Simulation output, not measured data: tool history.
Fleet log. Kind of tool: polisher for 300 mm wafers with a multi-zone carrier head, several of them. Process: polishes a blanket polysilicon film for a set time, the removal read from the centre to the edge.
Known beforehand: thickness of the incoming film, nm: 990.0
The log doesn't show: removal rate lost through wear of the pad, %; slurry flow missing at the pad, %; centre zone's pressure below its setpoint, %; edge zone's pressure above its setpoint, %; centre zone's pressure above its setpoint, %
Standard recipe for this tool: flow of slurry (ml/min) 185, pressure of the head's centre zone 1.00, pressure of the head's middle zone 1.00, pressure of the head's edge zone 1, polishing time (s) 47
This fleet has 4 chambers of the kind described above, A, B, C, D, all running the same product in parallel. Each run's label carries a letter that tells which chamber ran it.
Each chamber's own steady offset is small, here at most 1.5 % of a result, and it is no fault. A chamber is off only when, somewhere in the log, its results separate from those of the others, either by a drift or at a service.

run   hour  flow of slurry (ml/min)  pressure of the head's centre zone  pressure of the head's middle zone  pressure of the head's edge zone  polishing time (s)  wafers polished on this pad  hours since the slurry nozzle was cleaned  hours since the centre zone pressure was calibrated  hours since the edge zone pressure was calibrated  film removed at the wafer's centre (nm)  film removed at mid-radius (nm)  film removed at the wafer's edge (nm)
       2.1  -- chamber D: worn pad replaced by a new one
 1A    8.4                      185                                1.00                                1.00                                 1                  47                          197                                       54.3                                                460.3                                               39.1                                   386.82                           387.42                                 388.47
       8.6  -- chamber B: worn pad replaced by a new one
 2D   14.3                      185                                1.00                                1.00                                 1                  47                           93                                       49.6                                                752.3                                             1027.4                                   387.32                           391.87                                 389.98
 3C   25.9                      185                                1.00                                1.00                                 1                  47                          472                                      430.2                                                387.4                                              280.9                                   385.50                           384.61                                 384.71
 4B   34.7                      185                                1.00                                1.00                                 1                  47                          197                                      362.5                                                 80.1                                               55.8                                   396.45                           391.55                                 388.59
 5A   40.0                      185                                1.00                                1.00                                 1                  47                          436                                       85.9                                                491.9                                               70.7                                   401.73                           403.17                                 388.97
 6D   47.6                      185                                1.00                                1.00                                 1                  47                          345                                       82.9                                                785.6                                             1060.7                                   392.85                           400.49                                 387.64
      48.3  -- chamber A: worn pad replaced by a new one
 7C   54.5                      185                                1.00                                1.00                                 1                  47                          688                                      458.8                                                416.0                                              309.5                                   381.21                           391.22                                 388.55
 8B   65.0                      185                                1.00                                1.00                                 1                  47                          427                                      392.8                                                110.4                                               86.1                                   400.96                           387.04                                 384.26
 9D   73.2                      185                                1.00                                1.00                                 1                  47                          538                                      108.5                                                811.2                                             1086.3                                   382.89                           394.33                                 392.42
10A   83.1                      185                                1.00                                1.00                                 1                  47                          263                                      129.0                                                535.0                                              113.8                                   392.31                           402.02                                 400.70
11B   89.8                      185                                1.00                                1.00                                 1                  47                          615                                      417.6                                                135.2                                              110.9                                   389.59                           390.56                                 391.21
12C   96.3                      185                                1.00                                1.00                                 1                  47                         1005                                      500.6                                                457.8                                              351.3                                   386.94                           381.83                                 386.74
13B  103.4                      185                                1.00                                1.00                                 1                  47                          717                                      431.2                                                148.8                                              124.5                                   393.84                           404.19                                 390.75
14D  113.1                      185                                1.00                                1.00                                 1                  47                          841                                      148.4                                                851.1                                             1126.2                                   388.99                           397.86                                 396.50
     119.8  -- chamber C: worn pad replaced by a new one
     121.1  -- chamber B: worn pad replaced by a new one
15C  122.7                      185                                1.00                                1.00                                 1                  47                           22                                      527.0                                                484.2                                              377.7                                   377.92                           387.77                                 384.18
16A  127.9                      185                                1.00                                1.00                                 1                  47                          602                                      173.8                                                579.8                                              158.6                                   389.46                           396.65                                 384.00
     132.6  -- chamber A: worn pad replaced by a new one
17B  138.5                      185                                1.00                                1.00                                 1                  47                          131                                      466.3                                                183.9                                              159.6                                   401.11                           396.09                                 397.85
18D  144.0                      185                                1.00                                1.00                                 1                  47                         1074                                      179.3                                                882.0                                             1157.1                                   389.13                           389.13                                 388.00
19C  153.5                      185                                1.00                                1.00                                 1                  47                          255                                      557.8                                                515.0                                              408.5                                   377.58                           381.54                                 381.73
20A  158.7                      185                                0.92                                0.93                                 1                  47                          198                                      204.6                                                610.6                                              189.4                                   360.29                           370.33                                 391.97
21B  168.4                      185                                0.92                                0.93                                 1                  47                          358                                      496.2                                                213.8                                              189.5                                   364.89                           361.59                                 392.39
22D  178.4                      185                                0.92                                0.93                                 1                  47                         1335                                      213.7                                                916.4                                             1191.5                                   356.49                           369.06                                 393.16
23A  190.1                      185                                0.92                                0.93                                 1                  47                          435                                      236.0                                                642.0                                              220.8                                   354.96                           366.66                                 389.50
24C  195.2                      185                                1.00                                1.00                                 1                  47                          571                                      599.5                                                556.7                                              450.2                                   368.65                           367.26                                 383.40
     196.3  -- chamber D: worn pad replaced by a new one
25D  201.1                      185                                0.94                                1.00                                 1                  32                           36                                      236.4                                                939.1                                             1214.2                                   243.17                           263.02                                 264.97
26A  207.4                      185                                0.94                                1.00                                 1                  32                          566                                      253.3                                                659.3                                              238.1                                   251.75                           262.02                                 262.74
     213.8  -- chamber A: worn pad replaced by a new one
27B  214.2                      185                                0.94                                1.00                                 1                  32                          704                                      542.0                                                259.6                                              235.3                                   249.58                           270.20                                 270.62
28C  224.4                      185                                0.94                                1.00                                 1                  32                          792                                      628.7                                                585.9                                              479.4                                   236.36                           256.23                                 252.00
29B  231.5                      185                                1.00                                1.00                                 1                  47                          835                                      559.3                                                276.9                                              252.6                                   395.95                           392.25                                 390.70
     238.1  -- chamber D: edge zone pressure recalibrated
30A  240.4                      185                                1.00                                1.00                                 1                  47                          201                                      286.3                                                692.3                                              271.1                                   388.36                           389.76                                 389.36
31D  246.7                      185                                1.00                                1.00                                 1                  47                          381                                      282.0                                                984.7                                                8.7                                   388.54                           393.41                                 392.05
32C  256.7                      185                                1.00                                1.00                                 1                  47                         1036                                      661.0                                                618.2                                              511.7                                   361.78                           363.03                                 366.97
     257.5  -- chamber B: worn pad replaced by a new one
33B  267.7                      185                                1.00                                1.00                                 1                  47                           77                                      595.5                                                313.1                                              288.8                                   396.05                           391.37                                 397.23
34D  274.0                      185                                1.00                                1.00                                 1                  47                          588                                      309.3                                               1012.0                                               36.0                                   383.97                           391.07                                 386.98
35C  284.1                      245                                1.10                                1.00                                 1                  47                         1244                                      688.4                                                645.6                                              539.1                                   423.64                           385.09                                 380.95
     288.8  -- chamber B: slurry nozzle cleaned
36A  293.6                      245                                1.10                                1.00                                 1                  47                          604                                      339.5                                                745.5                                              324.3                                   453.53                           407.10                                 407.78
37C  303.1                      245                                1.10                                1.00                                 1                  47                         1387                                      707.4                                                664.6                                              558.1                                   412.94                           384.03                                 379.43
38B  313.9                      245                                1.10                                1.00                                 1                  47                          427                                       25.2                                                359.3                                              335.0                                   461.95                           408.74                                 402.15

Decide between three cases: one chamber stands off from its peers, the gauge reading all wafers drifts, or nothing is wrong past each chamber's small offset. Where a chamber is off, say which and what most likely put it there.

One chamber, C, drifts off from the rest bit by bit.
Likeliest cause: slurry flow missing at the pad, % = 38.9.

Chamber C could run next with any of the 4 candidate recipes listed below; each alters the usual settings, and their results appear as question marks. Which one brings its results back in line with what the other chambers deliver on the usual settings?
To be in line, a result may differ from the other chambers' mean on the usual settings by at most: film removed at the wafer's centre (nm) 18.00; film removed at mid-radius (nm) 17.00; film removed at the wafer's edge (nm) 19.00
39C-1  322.2                      195                                1.02                                1.02                              0.98                  51                                                                                                                                                                                                                        ?                                ?                                      ?
39C-2  322.2                      175                                0.98                                0.98                              1.02                  43                                                                                                                                                                                                                        ?                                ?                                      ?
39C-3  322.2                      190                                1.01                                1.01                              1.00                  48                                                                                                                                                                                                                        ?                                ?                                      ?
39C-4  322.2                      180                                0.99                                0.99                              1.00                  46                                                                                                                                                                                                                        ?                                ?                                      ?

Usual-settings mean across the other chambers: film removed at the wafer's centre (nm) 392.68; film removed at mid-radius (nm) 392.62; film removed at the wafer's edge (nm) 391.20
  run  film removed at the wafer's centre (nm)  film removed at mid-radius (nm)  film removed at the wafer's edge (nm)
39C-1                                   392.22                           394.54                                 389.92
39C-2                                   306.73                           312.27                                 329.79
39C-3                                   362.56                           365.74                                 369.38
39C-4                                   334.64                           339.62                                 350.79
The answer is 39C-1, which returns the chamber to within the allowed miss of the others.

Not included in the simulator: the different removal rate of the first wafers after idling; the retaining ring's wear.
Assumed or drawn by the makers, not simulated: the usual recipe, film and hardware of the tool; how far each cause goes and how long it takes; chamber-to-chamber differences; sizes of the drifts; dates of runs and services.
